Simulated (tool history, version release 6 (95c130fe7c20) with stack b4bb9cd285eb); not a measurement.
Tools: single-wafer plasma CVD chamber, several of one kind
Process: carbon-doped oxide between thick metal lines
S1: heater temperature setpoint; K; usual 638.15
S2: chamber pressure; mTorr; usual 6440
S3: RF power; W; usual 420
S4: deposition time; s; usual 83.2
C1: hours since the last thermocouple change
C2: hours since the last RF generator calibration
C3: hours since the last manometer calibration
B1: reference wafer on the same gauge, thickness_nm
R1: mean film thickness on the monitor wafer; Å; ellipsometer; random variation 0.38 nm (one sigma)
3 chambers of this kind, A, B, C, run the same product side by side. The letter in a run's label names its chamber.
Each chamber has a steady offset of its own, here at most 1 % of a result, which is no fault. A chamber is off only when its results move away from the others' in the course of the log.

Run 1B, day 0.450: usual settings; C1 1719.4; C2 1046.3; C3 930.2; B1 389.99. Result: R1 3743.6 Å.
Run 2C, day 0.771: usual settings; C1 1104.3; C2 1250.5; C3 364.5; B1 389.84. Result: R1 3685.6 Å.
Run 3A, day 1.183: usual settings; C1 286.8; C2 651.6; C3 303.4; B1 389.86. Result: R1 3706.9 Å.
Run 4A, day 1.583: usual settings; C1 296.4; C2 661.2; C3 313.0; B1 389.76. Result: R1 3705.0 Å.
Run 5B, day 1.862: usual settings but S1 644.15 K; C1 1753.3; C2 1080.2; C3 964.1; B1 389.75. Result: R1 3692.2 Å.
Run 6C, day 2.150: usual settings but S1 644.15 K; C1 1137.4; C2 1283.6; C3 397.6; B1 389.68. Result: R1 3645.8 Å.
Run 7A, day 2.479: usual settings but S1 644.15 K; C1 317.9; C2 682.7; C3 334.5; B1 389.63. Result: R1 3669.9 Å.
Run 8B, day 2.796: usual settings; C1 1775.7; C2 1102.6; C3 986.5; B1 389.59. Result: R1 3741.9 Å.
Run 9C, day 3.071: usual settings; C1 1159.5; C2 1305.7; C3 419.7; B1 389.60. Result: R1 3686.0 Å.
Run 10B, day 3.629: usual settings; C1 1795.7; C2 1122.6; C3 1006.5; B1 389.51. Result: R1 3741.1 Å.
Run 11A, day 4.121: usual settings; C1 357.3; C2 722.1; C3 373.9; B1 389.49. Result: R1 3714.3 Å.
Run 12C, day 4.496: usual settings; C1 1193.7; C2 1339.9; C3 453.9; B1 389.43. Result: R1 3687.5 Å.
Run 13B, day 5.054: usual settings; C1 1829.9; C2 1156.8; C3 1040.7; B1 389.34. Result: R1 3737.9 Å.
Run 14C, day 5.671: usual settings; C1 1221.9; C2 1368.1; C3 482.1; B1 389.27. Result: R1 3688.6 Å.
Run 15A, day 5.979: usual settings; C1 401.9; C2 766.7; C3 418.5; B1 389.25. Result: R1 3707.3 Å.
Run 16B, day 6.292: usual settings; C1 1859.6; C2 1186.5; C3 1070.4; B1 389.22. Result: R1 3735.4 Å.
At day 6.479: chamber C: RF generator calibrated.
Run 17C, day 6.621: usual settings; C1 1244.7; C2 3.4; C3 504.9; B1 389.17. Result: R1 3688.1 Å.
Run 18A, day 7.042: usual settings but S3 460 W; C1 427.4; C2 792.2; C3 444.0; B1 389.21. Result: R1 3954.6 Å.
Run 19A, day 7.329: usual settings but S3 460 W; C1 434.3; C2 799.1; C3 450.9; B1 388.96. Result: R1 3958.7 Å.
Run 20C, day 7.604: usual settings but S3 460 W; C1 1268.3; C2 27.0; C3 528.5; B1 389.07. Result: R1 3931.1 Å.
Run 21B, day 7.879: usual settings; C1 1897.7; C2 1224.6; C3 1108.5; B1 388.90. Result: R1 3735.9 Å.
Run 22A, day 8.196: usual settings; C1 455.1; C2 819.9; C3 471.7; B1 388.93. Result: R1 3704.9 Å.
Run 23B, day 8.517: usual settings but S3 455 W; C1 1913.0; C2 1239.9; C3 1123.8; B1 389.02. Result: R1 3964.2 Å.
Run 24C, day 8.892: usual settings but S3 455 W; C1 1299.2; C2 57.9; C3 559.4; B1 388.87. Result: R1 3901.3 Å.
Run 25B, day 9.450: usual settings but S3 455 W; C1 1935.4; C2 1262.3; C3 1146.2; B1 388.80. Result: R1 3957.0 Å.
Run 26A, day 9.908: usual settings; C1 496.2; C2 861.0; C3 512.8; B1 388.71. Result: R1 3704.5 Å.
Run 27C, day 10.254: usual settings; C1 1331.9; C2 90.6; C3 592.1; B1 388.67. Result: R1 3687.0 Å.
Run 28A, day 10.712: usual settings; C1 515.5; C2 880.3; C3 532.1; B1 388.60. Result: R1 3706.2 Å.
Run 29C, day 11.225: usual settings; C1 1355.2; C2 113.9; C3 615.4; B1 388.59. Result: R1 3679.7 Å.
Run 30B, day 11.546: usual settings; C1 1985.7; C2 1312.6; C3 1196.5; B1 388.51. Result: R1 3728.7 Å.
Run 31B, day 12.025: usual settings but S1 649.15 K; C1 1997.2; C2 1324.1; C3 1208.0; B1 388.36. Result: R1 3646.9 Å.
Run 32A, day 12.479: usual settings but S1 649.15 K; C1 557.9; C2 922.7; C3 574.5; B1 388.32. Result: R1 3617.7 Å.

Is one chamber off against the others, does the gauge drift, or is nothing wrong? If a chamber is off, say which, and what the likeliest cause is.

The gauge drifts, so all chambers seem to drift together. No chamber is off.
Cause: gauge reads low (%) = 0.423.
